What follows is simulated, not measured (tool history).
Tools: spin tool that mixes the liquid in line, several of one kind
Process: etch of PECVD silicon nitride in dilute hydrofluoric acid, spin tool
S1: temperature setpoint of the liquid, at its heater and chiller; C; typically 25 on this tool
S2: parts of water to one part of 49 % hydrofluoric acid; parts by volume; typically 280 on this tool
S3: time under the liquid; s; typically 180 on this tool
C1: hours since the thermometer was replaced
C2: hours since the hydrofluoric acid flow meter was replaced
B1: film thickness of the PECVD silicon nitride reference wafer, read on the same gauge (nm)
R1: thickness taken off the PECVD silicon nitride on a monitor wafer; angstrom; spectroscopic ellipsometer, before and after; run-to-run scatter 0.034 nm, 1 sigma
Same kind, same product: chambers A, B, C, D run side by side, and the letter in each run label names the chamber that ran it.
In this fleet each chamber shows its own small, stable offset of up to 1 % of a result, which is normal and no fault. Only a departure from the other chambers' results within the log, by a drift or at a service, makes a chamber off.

run 1D day=0.158 | S1=25 S2=280 S3=180 | C1=735.7 C2=1579.1 | B1=89.99 | R1=27.296
run 2B day=0.321 | S1=25 S2=280 S3=180 | C1=1051.9 C2=399.9 | B1=90.021 | R1=27.826
run 3A day=0.442 | S1=25 S2=280 S3=180 | C1=674.5 C2=127.3 | B1=90.009 | R1=28.147
run 4C day=0.646 | S1=25 S2=280 S3=180 | C1=1682.2 C2=1750.3 | B1=90.012 | R1=27.12
run 5B day=0.779 | S1=25 S2=280 S3=180 | C1=1062.9 C2=410.9 | B1=90 | R1=26.957
run 6C day=0.888 | S1=25 S2=280 S3=180 | C1=1688 C2=1756.1 | B1=90.015 | R1=27.78
run 7A day=1.071 | S1=25 S2=280 S3=180 | C1=689.6 C2=142.4 | B1=89.989 | R1=28.03
run 8D day=1.179 | S1=25 S2=280 S3=180 | C1=760.2 C2=1603.6 | B1=90.005 | R1=27.064
run 9D day=1.304 | S1=25 S2=280 S3=180 | C1=763.2 C2=1606.6 | B1=90.004 | R1=27.199
run 10C day=1.438 | S1=25 S2=280 S3=180 | C1=1701.2 C2=1769.3 | B1=90.009 | R1=27.949
run 11B day=1.542 | S1=25 S2=200 S3=180 | C1=1081.2 C2=429.2 | B1=90.013 | R1=39.049
run 12A day=1.729 | S1=25 S2=200 S3=180 | C1=705.4 C2=158.2 | B1=89.996 | R1=38.407
run 13A day=1.829 | S1=25 S2=200 S3=180 | C1=707.8 C2=160.6 | B1=90.007 | R1=38.718
run 14D day=2.042 | S1=25 S2=200 S3=180 | C1=780.9 C2=1624.3 | B1=89.996 | R1=38.211
run 15C day=2.162 | S1=25 S2=280 S3=180 | C1=1718.6 C2=1786.7 | B1=90.007 | R1=27.595
run 16B day=2.333 | S1=25 S2=280 S3=180 | C1=1100.2 C2=448.2 | B1=90.012 | R1=27.637
run 17C day=2.475 | S1=25 S2=280 S3=180 | C1=1726.1 C2=1794.2 | B1=89.988 | R1=27.912
run 18A day=2.612 | S1=25 S2=280 S3=180 | C1=726.6 C2=179.4 | B1=90.017 | R1=27.457
run 19B day=2.733 | S1=25 S2=280 S3=180 | C1=1109.8 C2=457.8 | B1=89.993 | R1=27.796
run 20D day=2.825 | S1=25 S2=280 S3=180 | C1=799.7 C2=1643.1 | B1=90 | R1=27.46
run 21B day=3.004 | S1=21.5 S2=280 S3=180 | C1=1116.3 C2=464.3 | B1=89.999 | R1=22.435
run 22A day=3.15 | S1=21.5 S2=280 S3=180 | C1=739.5 C2=192.3 | B1=89.984 | R1=22.139
run 23C day=3.354 | S1=21.5 S2=280 S3=180 | C1=1747.2 C2=1815.3 | B1=89.997 | R1=22.197
run 24D day=3.45 | S1=21.5 S2=280 S3=180 | C1=814.7 C2=1658.1 | B1=90 | R1=22.228
run 25A day=3.625 | S1=25 S2=280 S3=180 | C1=750.9 C2=203.7 | B1=89.988 | R1=27.629
run 26C day=3.838 | S1=25 S2=280 S3=180 | C1=1758.8 C2=1826.9 | B1=89.999 | R1=27.176
run 27B day=3.933 | S1=28 S2=280 S3=180 | C1=1138.6 C2=486.6 | B1=90.004 | R1=33.09
run 28D day=4.054 | S1=28 S2=280 S3=180 | C1=829.2 C2=1672.6 | B1=89.992 | R1=32.829

The same settings go to every chamber for the next run, one line per chamber below. Forecast the results for each:
run 29A day=4.208 | S1=23.5 S2=280 S3=180 | R1=?
run 29B day=4.208 | S1=23.5 S2=280 S3=180 | R1=?
run 29C day=4.208 | S1=23.5 S2=280 S3=180 | R1=?
run 29D day=4.208 | S1=23.5 S2=280 S3=180 | R1=?

run=29A R1=25.118
run=29B R1=24.898
run=29C R1=25.212
run=29D R1=24.768
